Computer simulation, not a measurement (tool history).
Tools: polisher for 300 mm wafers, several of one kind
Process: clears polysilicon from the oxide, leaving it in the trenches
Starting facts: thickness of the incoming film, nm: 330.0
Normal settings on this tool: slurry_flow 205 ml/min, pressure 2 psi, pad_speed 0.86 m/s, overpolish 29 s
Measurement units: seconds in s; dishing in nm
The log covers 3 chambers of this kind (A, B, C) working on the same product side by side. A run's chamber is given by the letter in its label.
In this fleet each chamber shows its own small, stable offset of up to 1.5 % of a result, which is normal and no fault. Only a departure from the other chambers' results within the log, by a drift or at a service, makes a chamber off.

run 1B day=0.492 | slurry_flow=205 pressure=2 pad_speed=0.86 overpolish=29 | seconds=34.859 dishing=72.751
run 2A day=1.071 | slurry_flow=205 pressure=2 pad_speed=0.86 overpolish=29 | seconds=36.253 dishing=73.553
run 3C day=1.45 | slurry_flow=205 pressure=2 pad_speed=0.86 overpolish=29 | seconds=36.576 dishing=72.613
-- day=1.496 chamber A: worn pad replaced by a new one
run 4B day=1.792 | slurry_flow=205 pressure=2 pad_speed=0.86 overpolish=29 | seconds=35.999 dishing=72.415
-- day=2.117 chamber C: worn pad replaced by a new one
run 5A day=2.121 | slurry_flow=205 pressure=2 pad_speed=0.86 overpolish=29 | seconds=36.127 dishing=71.832
run 6C day=2.729 | slurry_flow=205 pressure=2 pad_speed=0.86 overpolish=29 | seconds=35.762 dishing=74.662
run 7B day=3.371 | slurry_flow=205 pressure=2 pad_speed=0.86 overpolish=29 | seconds=35.615 dishing=72.475
run 8A day=3.983 | slurry_flow=205 pressure=2 pad_speed=0.86 overpolish=29 | seconds=35.644 dishing=71.138
run 9C day=4.483 | slurry_flow=205 pressure=2 pad_speed=0.86 overpolish=29 | seconds=36.468 dishing=74.255
-- day=4.754 chamber B: slurry nozzle cleaned
run 10C day=4.933 | slurry_flow=205 pressure=2 pad_speed=0.86 overpolish=29 | seconds=35.857 dishing=73.907
run 11A day=5.279 | slurry_flow=205 pressure=2 pad_speed=0.86 overpolish=29 | seconds=35.023 dishing=70.557
-- day=5.471 chamber B: worn pad replaced by a new one
run 12B day=5.65 | slurry_flow=205 pressure=2 pad_speed=0.86 overpolish=29 | seconds=35.631 dishing=72.04
-- day=5.783 chamber C: worn pad replaced by a new one
run 13C day=6.104 | slurry_flow=205 pressure=2 pad_speed=0.86 overpolish=29 | seconds=36.424 dishing=76.289
run 14A day=6.738 | slurry_flow=205 pressure=2 pad_speed=0.86 overpolish=39 | seconds=36.049 dishing=75.643
-- day=7.329 chamber A: worn pad replaced by a new one
run 15B day=7.338 | slurry_flow=205 pressure=2 pad_speed=0.86 overpolish=39 | seconds=35.868 dishing=76.212
run 16B day=7.838 | slurry_flow=205 pressure=2 pad_speed=0.86 overpolish=39 | seconds=35.545 dishing=78.357
run 17A day=8.296 | slurry_flow=205 pressure=2 pad_speed=0.86 overpolish=29 | seconds=35.524 dishing=74.42
run 18C day=8.608 | slurry_flow=205 pressure=2 pad_speed=0.86 overpolish=29 | seconds=36.298 dishing=74.05
run 19B day=8.946 | slurry_flow=205 pressure=2 pad_speed=0.86 overpolish=29 | seconds=35.691 dishing=71.714
run 20A day=9.246 | slurry_flow=250 pressure=2 pad_speed=0.86 overpolish=29 | seconds=36.007 dishing=74.787
-- day=9.362 chamber C: worn pad replaced by a new one
run 21C day=9.754 | slurry_flow=250 pressure=2 pad_speed=0.86 overpolish=29 | seconds=34.845 dishing=76.281
run 22A day=10.279 | slurry_flow=250 pressure=2 pad_speed=0.86 overpolish=29 | seconds=35.462 dishing=76.102
run 23B day=10.638 | slurry_flow=205 pressure=2 pad_speed=0.86 overpolish=29 | seconds=35.863 dishing=72.901
run 24C day=10.925 | slurry_flow=205 pressure=2 pad_speed=0.86 overpolish=29 | seconds=36.45 dishing=75.253
run 25A day=11.562 | slurry_flow=205 pressure=2 pad_speed=0.86 overpolish=29 | seconds=35.542 dishing=73.376
-- day=11.717 chamber B: worn pad replaced by a new one
run 26B day=11.938 | slurry_flow=205 pressure=2 pad_speed=0.86 overpolish=29 | seconds=35.412 dishing=73.333
run 27C day=12.338 | slurry_flow=205 pressure=2 pad_speed=0.86 overpolish=29 | seconds=35.036 dishing=72.345
run 28C day=12.767 | slurry_flow=205 pressure=2 pad_speed=0.86 overpolish=29 | seconds=35.772 dishing=72.706
run 29A day=13.138 | slurry_flow=205 pressure=2 pad_speed=0.86 overpolish=29 | seconds=35.569 dishing=74.578
-- day=13.288 chamber C: worn pad replaced by a new one
run 30B day=13.562 | slurry_flow=205 pressure=2 pad_speed=0.86 overpolish=29 | seconds=35.758 dishing=72.57
-- day=13.621 chamber A: worn pad replaced by a new one
run 31C day=13.854 | slurry_flow=205 pressure=2 pad_speed=0.86 overpolish=29 | seconds=35.049 dishing=74.86
run 32B day=14.133 | slurry_flow=205 pressure=2 pad_speed=0.86 overpolish=29 | seconds=36.421 dishing=72.663
run 33A day=14.762 | slurry_flow=205 pressure=2 pad_speed=0.86 overpolish=29 | seconds=35.327 dishing=73.138
run 34C day=15.354 | slurry_flow=205 pressure=2 pad_speed=0.86 overpolish=29 | seconds=35.882 dishing=73.12
run 35B day=15.808 | slurry_flow=205 pressure=2 pad_speed=0.86 overpolish=29 | seconds=35.686 dishing=72.253
run 36A day=16.35 | slurry_flow=205 pressure=2 pad_speed=1.06 overpolish=44 | seconds=29.241 dishing=76.659

All chambers now run identical settings, listed one chamber a line with results as question marks. What results will each chamber show?
run 37A day=16.812 | slurry_flow=205 pressure=2 pad_speed=0.86 overpolish=36 | seconds=? dishing=?
run 37B day=16.812 | slurry_flow=205 pressure=2 pad_speed=0.86 overpolish=36 | seconds=? dishing=?
run 37C day=16.812 | slurry_flow=205 pressure=2 pad_speed=0.86 overpolish=36 | seconds=? dishing=?

run=37A seconds=36.508 dishing=74.264
run=37B seconds=35.439 dishing=73.377
run=37C seconds=35.376 dishing=75.381
